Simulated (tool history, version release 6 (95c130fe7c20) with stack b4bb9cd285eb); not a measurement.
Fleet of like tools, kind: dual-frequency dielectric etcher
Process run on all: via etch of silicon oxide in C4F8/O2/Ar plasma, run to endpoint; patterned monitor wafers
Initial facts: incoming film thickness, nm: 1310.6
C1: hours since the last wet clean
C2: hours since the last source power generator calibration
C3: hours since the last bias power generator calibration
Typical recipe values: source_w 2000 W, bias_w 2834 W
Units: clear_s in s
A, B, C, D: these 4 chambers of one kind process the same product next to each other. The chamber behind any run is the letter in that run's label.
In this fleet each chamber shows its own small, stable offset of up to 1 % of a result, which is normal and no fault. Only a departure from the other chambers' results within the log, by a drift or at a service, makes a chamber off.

run 1A hour=4.5 | source_w=2000 bias_w=2834 | C1=141.6 C2=119.8 C3=82.4 | clear_s=234.93
run 2C hour=8.4 | source_w=2000 bias_w=2834 | C1=278 C2=1712.4 C3=1772 | clear_s=233.69
run 3B hour=14 | source_w=2000 bias_w=2834 | C1=468.5 C2=1074.4 C3=964.2 | clear_s=233.23
run 4D hour=18.7 | source_w=2000 bias_w=2834 | C1=385.1 C2=2123.3 C3=2867.9 | clear_s=230.63
run 5C hour=23 | source_w=2000 bias_w=2834 | C1=292.6 C2=1727 C3=1786.6 | clear_s=233.99
run 6A hour=28.1 | source_w=2000 bias_w=2834 | C1=165.2 C2=143.4 C3=106 | clear_s=235.49
-- hour=30.4 chamber D: wet clean of the chamber
run 7B hour=33.5 | source_w=2220 bias_w=2447 | C1=488 C2=1093.9 C3=983.7 | clear_s=234.32
-- hour=34.2 chamber B: wet clean of the chamber
run 8D hour=36.8 | source_w=2220 bias_w=2447 | C1=6.5 C2=2141.4 C3=2886 | clear_s=232.02
run 9C hour=40.6 | source_w=2220 bias_w=2447 | C1=310.2 C2=1744.6 C3=1804.2 | clear_s=235
run 10A hour=43.7 | source_w=2220 bias_w=2447 | C1=180.8 C2=159 C3=121.6 | clear_s=236.96
run 11B hour=48.9 | source_w=2000 bias_w=2834 | C1=14.7 C2=1109.3 C3=999.1 | clear_s=244.52
run 12D hour=52.1 | source_w=2000 bias_w=2834 | C1=21.8 C2=2156.7 C3=2901.3 | clear_s=230.81
run 13B hour=56 | source_w=2000 bias_w=2834 | C1=21.8 C2=1116.4 C3=1006.2 | clear_s=242.11
run 14A hour=61 | source_w=2000 bias_w=2834 | C1=198.1 C2=176.3 C3=138.9 | clear_s=234.77
run 15C hour=66.8 | source_w=2000 bias_w=2834 | C1=336.4 C2=1770.8 C3=1830.4 | clear_s=234.25
run 16D hour=72 | source_w=2000 bias_w=2834 | C1=41.7 C2=2176.6 C3=2921.2 | clear_s=231.67
run 17C hour=75.8 | source_w=2000 bias_w=2834 | C1=345.4 C2=1779.8 C3=1839.4 | clear_s=234.76
run 18B hour=79.8 | source_w=1760 bias_w=3257 | C1=45.6 C2=1140.2 C3=1030 | clear_s=243.65
run 19D hour=84 | source_w=1760 bias_w=3257 | C1=53.7 C2=2188.6 C3=2933.2 | clear_s=231.49
run 20A hour=88.9 | source_w=1760 bias_w=3257 | C1=226 C2=204.2 C3=166.8 | clear_s=238.9
run 21A hour=91.8 | source_w=1760 bias_w=3257 | C1=228.9 C2=207.1 C3=169.7 | clear_s=236.8
run 22D hour=97.8 | source_w=1570 bias_w=2297 | C1=67.5 C2=2202.4 C3=2947 | clear_s=271.38
run 23B hour=103.4 | source_w=1570 bias_w=2297 | C1=69.2 C2=1163.8 C3=1053.6 | clear_s=286.22
run 24C hour=108.8 | source_w=1570 bias_w=2297 | C1=378.4 C2=1812.8 C3=1872.4 | clear_s=273.75

Read the log: is a single chamber off, either drifting away or since a service, is the gauge that measures every chamber drifting, or is nothing wrong beyond small per-chamber offsets? Name any odd chamber and what most likely caused it.

The work done on chamber B during a service left it standing apart from the others.
Most likely cause: etch rate under this chamber's usual, % = 4.31.

Chamber B could run next with any of the 4 candidate recipes listed below; each alters the usual settings, and their results appear as question marks. Which one brings its results back in line with what the other chambers deliver on the usual settings?
In-line tolerance around the mean of the other chambers on the usual settings: clear_s 3 s
run 25B-1 hour=113.4 | source_w=2000 bias_w=3194 | clear_s=?
run 25B-2 hour=113.4 | source_w=1880 bias_w=2697 | clear_s=?
run 25B-3 hour=113.4 | source_w=1780 bias_w=2585 | clear_s=?
run 25B-4 hour=113.4 | source_w=2220 bias_w=3083 | clear_s=?

Mean of the other chambers on the usual settings: clear_s 233.41 s
run=25B-1 clear_s=233.94
run=25B-2 clear_s=252.54
run=25B-3 clear_s=261.36
run=25B-4 clear_s=227.11
It is 25B-1 that realigns the chamber with its peers.
